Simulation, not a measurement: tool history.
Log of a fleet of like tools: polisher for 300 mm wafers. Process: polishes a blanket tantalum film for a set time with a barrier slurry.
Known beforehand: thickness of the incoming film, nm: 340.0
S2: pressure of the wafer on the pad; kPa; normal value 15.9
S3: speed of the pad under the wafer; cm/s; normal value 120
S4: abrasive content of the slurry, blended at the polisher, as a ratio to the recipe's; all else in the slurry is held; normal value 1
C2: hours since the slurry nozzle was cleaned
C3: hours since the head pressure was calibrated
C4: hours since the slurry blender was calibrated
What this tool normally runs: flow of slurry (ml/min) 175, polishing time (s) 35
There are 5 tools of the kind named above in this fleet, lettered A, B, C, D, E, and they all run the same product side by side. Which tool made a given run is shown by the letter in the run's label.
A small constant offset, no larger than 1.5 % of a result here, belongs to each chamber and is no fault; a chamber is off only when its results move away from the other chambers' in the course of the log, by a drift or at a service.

{"run": "1C", "day": 0.208, "flow of slurry (ml/min)": 175, "S2": 15.9, "S3": 120, "S4": 1, "polishing time (s)": 35, "wafers polished on this pad": 1203, "C2": 138.4, "C3": 625.8, "C4": 237.6, "film removed (nm)": 74.229}
{"day": 0.283, "done": "chamber C: worn pad replaced by a new one"}
{"day": 0.325, "done": "chamber A: worn pad replaced by a new one"}
{"run": "2E", "day": 0.45, "flow of slurry (ml/min)": 175, "S2": 15.9, "S3": 120, "S4": 1, "polishing time (s)": 35, "wafers polished on this pad": 899, "C2": 86.8, "C3": 400.7, "C4": 262.1, "film removed (nm)": 75.296}
{"day": 0.671, "done": "chamber C: slurry blender recalibrated"}
{"run": "3D", "day": 0.758, "flow of slurry (ml/min)": 175, "S2": 15.9, "S3": 120, "S4": 1, "polishing time (s)": 35, "wafers polished on this pad": 861, "C2": 756.8, "C3": 462.2, "C4": 150.1, "film removed (nm)": 74.669}
{"run": "4A", "day": 1.092, "flow of slurry (ml/min)": 175, "S2": 15.9, "S3": 120, "S4": 1, "polishing time (s)": 35, "wafers polished on this pad": 188, "C2": 604.4, "C3": 305.9, "C4": 128.8, "film removed (nm)": 74.421}
{"run": "5B", "day": 1.354, "flow of slurry (ml/min)": 175, "S2": 15.9, "S3": 120, "S4": 1, "polishing time (s)": 35, "wafers polished on this pad": 1266, "C2": 294.8, "C3": 745.6, "C4": 81.6, "film removed (nm)": 73.274}
{"run": "6D", "day": 1.546, "flow of slurry (ml/min)": 175, "S2": 15.9, "S3": 120, "S4": 1, "polishing time (s)": 35, "wafers polished on this pad": 1054, "C2": 775.7, "C3": 481.1, "C4": 169.0, "film removed (nm)": 74.437}
{"day": 1.583, "done": "chamber D: worn pad replaced by a new one"}
{"day": 1.667, "done": "chamber D: slurry nozzle cleaned"}
{"run": "7A", "day": 1.708, "flow of slurry (ml/min)": 175, "S2": 15.9, "S3": 120, "S4": 1, "polishing time (s)": 35, "wafers polished on this pad": 339, "C2": 619.2, "C3": 320.7, "C4": 143.6, "film removed (nm)": 76.318}
{"run": "8C", "day": 1.904, "flow of slurry (ml/min)": 175, "S2": 15.9, "S3": 120, "S4": 1, "polishing time (s)": 35, "wafers polished on this pad": 398, "C2": 179.1, "C3": 666.5, "C4": 29.6, "film removed (nm)": 74.329}
{"day": 1.946, "done": "chamber B: worn pad replaced by a new one"}
{"run": "9E", "day": 2.183, "flow of slurry (ml/min)": 175, "S2": 15.9, "S3": 120, "S4": 1, "polishing time (s)": 35, "wafers polished on this pad": 1324, "C2": 128.4, "C3": 442.3, "C4": 303.7, "film removed (nm)": 76.452}
{"run": "10B", "day": 2.408, "flow of slurry (ml/min)": 175, "S2": 15.9, "S3": 120, "S4": 1, "polishing time (s)": 35, "wafers polished on this pad": 113, "C2": 320.1, "C3": 770.9, "C4": 106.9, "film removed (nm)": 71.915}
{"day": 2.512, "done": "chamber D: slurry blender recalibrated"}
{"run": "11E", "day": 2.675, "flow of slurry (ml/min)": 175, "S2": 15.9, "S3": 120, "S4": 1, "polishing time (s)": 35, "wafers polished on this pad": 1444, "C2": 140.2, "C3": 454.1, "C4": 315.5, "film removed (nm)": 75.518}
{"day": 2.704, "done": "chamber E: worn pad replaced by a new one"}
{"run": "12B", "day": 3.0, "flow of slurry (ml/min)": 175, "S2": 15.9, "S3": 120, "S4": 1, "polishing time (s)": 35, "wafers polished on this pad": 258, "C2": 334.3, "C3": 785.1, "C4": 121.1, "film removed (nm)": 74.75}
{"run": "13D", "day": 3.292, "flow of slurry (ml/min)": 175, "S2": 15.9, "S3": 120, "S4": 1, "polishing time (s)": 35, "wafers polished on this pad": 419, "C2": 39.1, "C3": 523.0, "C4": 18.8, "film removed (nm)": 74.8}
{"run": "14C", "day": 3.521, "flow of slurry (ml/min)": 175, "S2": 15.9, "S3": 120, "S4": 1, "polishing time (s)": 35, "wafers polished on this pad": 794, "C2": 217.9, "C3": 705.3, "C4": 68.4, "film removed (nm)": 74.725}
{"run": "15A", "day": 3.838, "flow of slurry (ml/min)": 175, "S2": 15.9, "S3": 120, "S4": 1, "polishing time (s)": 35, "wafers polished on this pad": 861, "C2": 670.3, "C3": 371.8, "C4": 194.7, "film removed (nm)": 75.447}
{"run": "16B", "day": 4.083, "flow of slurry (ml/min)": 175, "S2": 15.9, "S3": 120, "S4": 1, "polishing time (s)": 35, "wafers polished on this pad": 524, "C2": 360.3, "C3": 811.1, "C4": 147.1, "film removed (nm)": 73.618}
{"run": "17D", "day": 4.308, "flow of slurry (ml/min)": 175, "S2": 15.9, "S3": 120, "S4": 1, "polishing time (s)": 35, "wafers polished on this pad": 668, "C2": 63.5, "C3": 547.4, "C4": 43.2, "film removed (nm)": 75.646}
{"run": "18E", "day": 4.596, "flow of slurry (ml/min)": 175, "S2": 15.9, "S3": 120, "S4": 1, "polishing time (s)": 35, "wafers polished on this pad": 464, "C2": 186.3, "C3": 500.2, "C4": 361.6, "film removed (nm)": 75.735}
{"run": "19A", "day": 4.9, "flow of slurry (ml/min)": 175, "S2": 15.9, "S3": 120, "S4": 1, "polishing time (s)": 35, "wafers polished on this pad": 1122, "C2": 695.8, "C3": 397.3, "C4": 220.2, "film removed (nm)": 72.496}
{"run": "20C", "day": 5.233, "flow of slurry (ml/min)": 175, "S2": 15.9, "S3": 120, "S4": 1, "polishing time (s)": 35, "wafers polished on this pad": 1214, "C2": 259.0, "C3": 746.4, "C4": 109.5, "film removed (nm)": 74.624}
{"day": 5.383, "done": "chamber A: worn pad replaced by a new one"}
{"run": "21A", "day": 5.55, "flow of slurry (ml/min)": 175, "S2": 15.9, "S3": 120, "S4": 1, "polishing time (s)": 35, "wafers polished on this pad": 41, "C2": 711.4, "C3": 412.9, "C4": 235.8, "film removed (nm)": 74.31}
{"run": "22D", "day": 5.788, "flow of slurry (ml/min)": 175, "S2": 15.9, "S3": 120, "S4": 1, "polishing time (s)": 35, "wafers polished on this pad": 1030, "C2": 99.0, "C3": 582.9, "C4": 78.7, "film removed (nm)": 74.989}
{"day": 5.812, "done": "chamber A: slurry blender recalibrated"}
{"day": 5.904, "done": "chamber C: worn pad replaced by a new one"}
{"run": "23B", "day": 5.942, "flow of slurry (ml/min)": 175, "S2": 15.9, "S3": 120, "S4": 1, "polishing time (s)": 35, "wafers polished on this pad": 979, "C2": 404.9, "C3": 855.7, "C4": 191.7, "film removed (nm)": 74.55}
{"day": 6.267, "done": "chamber D: worn pad replaced by a new one"}
{"run": "24C", "day": 6.271, "flow of slurry (ml/min)": 175, "S2": 15.9, "S3": 134, "S4": 1, "polishing time (s)": 30, "wafers polished on this pad": 90, "C2": 283.9, "C3": 771.3, "C4": 134.4, "film removed (nm)": 72.052}
{"run": "25E", "day": 6.492, "flow of slurry (ml/min)": 175, "S2": 15.9, "S3": 134, "S4": 1, "polishing time (s)": 30, "wafers polished on this pad": 928, "C2": 231.8, "C3": 545.7, "C4": 407.1, "film removed (nm)": 71.903}
{"run": "26C", "day": 6.825, "flow of slurry (ml/min)": 175, "S2": 15.9, "S3": 134, "S4": 1, "polishing time (s)": 30, "wafers polished on this pad": 226, "C2": 297.2, "C3": 784.6, "C4": 147.7, "film removed (nm)": 72.827}
{"day": 6.975, "done": "chamber E: head pressure recalibrated"}
{"run": "27A", "day": 7.112, "flow of slurry (ml/min)": 175, "S2": 15.9, "S3": 134, "S4": 1, "polishing time (s)": 30, "wafers polished on this pad": 424, "C2": 748.9, "C3": 450.4, "C4": 31.2, "film removed (nm)": 72.05}
{"run": "28D", "day": 7.392, "flow of slurry (ml/min)": 175, "S2": 15.9, "S3": 134, "S4": 1, "polishing time (s)": 30, "wafers polished on this pad": 276, "C2": 137.5, "C3": 621.4, "C4": 117.2, "film removed (nm)": 71.555}
{"run": "29E", "day": 7.675, "flow of slurry (ml/min)": 175, "S2": 15.9, "S3": 120, "S4": 1, "polishing time (s)": 35, "wafers polished on this pad": 1218, "C2": 260.2, "C3": 16.8, "C4": 435.5, "film removed (nm)": 76.945}
{"run": "30B", "day": 7.825, "flow of slurry (ml/min)": 175, "S2": 15.9, "S3": 120, "S4": 1, "polishing time (s)": 35, "wafers polished on this pad": 1441, "C2": 450.1, "C3": 900.9, "C4": 236.9, "film removed (nm)": 73.012}
{"day": 7.929, "done": "chamber E: worn pad replaced by a new one"}
{"day": 7.958, "done": "chamber E: slurry blender recalibrated"}
{"day": 8.017, "done": "chamber B: worn pad replaced by a new one"}
{"run": "31B", "day": 8.067, "flow of slurry (ml/min)": 175, "S2": 15.9, "S3": 120, "S4": 1, "polishing time (s)": 35, "wafers polished on this pad": 12, "C2": 455.9, "C3": 906.7, "C4": 242.7, "film removed (nm)": 73.127}
{"run": "32C", "day": 8.312, "flow of slurry (ml/min)": 175, "S2": 15.9, "S3": 120, "S4": 1, "polishing time (s)": 35, "wafers polished on this pad": 590, "C2": 332.9, "C3": 820.3, "C4": 183.4, "film removed (nm)": 74.254}
{"run": "33A", "day": 8.479, "flow of slurry (ml/min)": 175, "S2": 15.9, "S3": 120, "S4": 1, "polishing time (s)": 35, "wafers polished on this pad": 759, "C2": 781.7, "C3": 483.2, "C4": 64.0, "film removed (nm)": 74.816}
{"day": 8.738, "done": "chamber C: slurry blender recalibrated"}
{"run": "34D", "day": 8.754, "flow of slurry (ml/min)": 175, "S2": 15.9, "S3": 120, "S4": 1, "polishing time (s)": 35, "wafers polished on this pad": 610, "C2": 170.2, "C3": 654.1, "C4": 149.9, "film removed (nm)": 73.98}
{"run": "35E", "day": 9.058, "flow of slurry (ml/min)": 175, "S2": 15.9, "S3": 120, "S4": 1, "polishing time (s)": 35, "wafers polished on this pad": 277, "C2": 293.4, "C3": 50.0, "C4": 26.4, "film removed (nm)": 74.963}
{"run": "36C", "day": 9.25, "flow of slurry (ml/min)": 175, "S2": 15.9, "S3": 120, "S4": 1, "polishing time (s)": 35, "wafers polished on this pad": 820, "C2": 355.4, "C3": 842.8, "C4": 12.4, "film removed (nm)": 73.494}

All chambers now run identical settings, listed one chamber a line with results as question marks. What results will each chamber show?
{"run": "37A", "day": 9.488, "flow of slurry (ml/min)": 175, "S2": 15.9, "S3": 120, "S4": 1, "polishing time (s)": 31, "film removed (nm)": "?"}
{"run": "37B", "day": 9.488, "flow of slurry (ml/min)": 175, "S2": 15.9, "S3": 120, "S4": 1, "polishing time (s)": 31, "film removed (nm)": "?"}
{"run": "37C", "day": 9.488, "flow of slurry (ml/min)": 175, "S2": 15.9, "S3": 120, "S4": 1, "polishing time (s)": 31, "film removed (nm)": "?"}
{"run": "37D", "day": 9.488, "flow of slurry (ml/min)": 175, "S2": 15.9, "S3": 120, "S4": 1, "polishing time (s)": 31, "film removed (nm)": "?"}
{"run": "37E", "day": 9.488, "flow of slurry (ml/min)": 175, "S2": 15.9, "S3": 120, "S4": 1, "polishing time (s)": 31, "film removed (nm)": "?"}

run=37A film_removed_(nm)=67.121
run=37B film_removed_(nm)=65.310
run=37C film_removed_(nm)=66.662
run=37D film_removed_(nm)=66.181
run=37E film_removed_(nm)=66.496
